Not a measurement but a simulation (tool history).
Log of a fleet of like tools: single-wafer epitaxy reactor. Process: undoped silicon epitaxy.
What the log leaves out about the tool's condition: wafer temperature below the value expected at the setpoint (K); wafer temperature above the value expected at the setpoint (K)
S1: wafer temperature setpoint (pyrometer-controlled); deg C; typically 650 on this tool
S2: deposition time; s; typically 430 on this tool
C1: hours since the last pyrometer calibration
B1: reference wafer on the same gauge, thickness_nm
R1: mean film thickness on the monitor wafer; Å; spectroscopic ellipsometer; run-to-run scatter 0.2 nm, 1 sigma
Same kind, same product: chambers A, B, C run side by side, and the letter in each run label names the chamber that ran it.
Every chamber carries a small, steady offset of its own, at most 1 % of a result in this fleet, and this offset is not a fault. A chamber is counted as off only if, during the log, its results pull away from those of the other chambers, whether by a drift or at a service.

run	hour	S1	S2	C1	B1	R1
1A	2.2	650	430	1735.5	64.894	716.29
2B	5.2	650	430	127.9	64.926	724.86
3C	8.3	650	430	1154.7	64.935	722.05
4C	11.3	650	430	1157.7	64.863	720.59
5A	14.9	659	430	1748.2	64.901	873.76
6B	16.9	659	430	139.6	64.875	881.37
7B	19.9	659	430	142.6	64.910	883.01
8C	23.5	650	430	1169.9	64.920	721.06
9A	25.6	650	430	1758.9	64.924	716.78
10A	28.9	650	430	1762.2	64.864	717.46
11B	32.4	650	430	155.1	64.897	726.55
# hour 34.0: chamber A: pyrometer calibrated
12C	36.4	650	430	1182.8	64.882	719.72
13A	40.1	650	430	6.1	64.891	695.09
14B	42.3	650	430	165.0	64.937	726.46
15C	45.1	650	430	1191.5	64.966	725.09
16C	49.3	642	474	1195.7	64.844	669.76
17A	51.6	642	474	17.6	64.886	637.07
18B	53.7	642	474	176.4	64.901	672.98
19C	57.9	650	430	1204.3	64.887	722.10
20B	60.6	650	430	183.3	64.917	724.81

Does one chamber stand apart from the rest, does the shared gauge drift, or is all well apart from small per-chamber offsets? Give the chamber and the most likely cause, where there is one.

After it was serviced, chamber A no longer matches the other chambers.
Likeliest cause: wafer temperature below the value expected at the setpoint (K) = 1.55.

Below are 4 candidate recipes for chamber A's next run, each the usual settings with a change, their results shown as question marks. Which of them brings A's results back in line with what the other chambers give on the usual settings?
In line here means within this much of the mean the other chambers give on the usual settings: R1 6.90 Å
21A-1	63.7	652	430			?
21A-2	63.7	648	430			?
21A-3	63.7	646	430			?
21A-4	63.7	653	440			?

Average result of the remaining chambers running the usual settings: R1 724.37 Å
run	R1
21A-1	725.06
21A-2	663.70
21A-3	634.81
21A-4	758.42
21A-1 brings the chamber back in line.

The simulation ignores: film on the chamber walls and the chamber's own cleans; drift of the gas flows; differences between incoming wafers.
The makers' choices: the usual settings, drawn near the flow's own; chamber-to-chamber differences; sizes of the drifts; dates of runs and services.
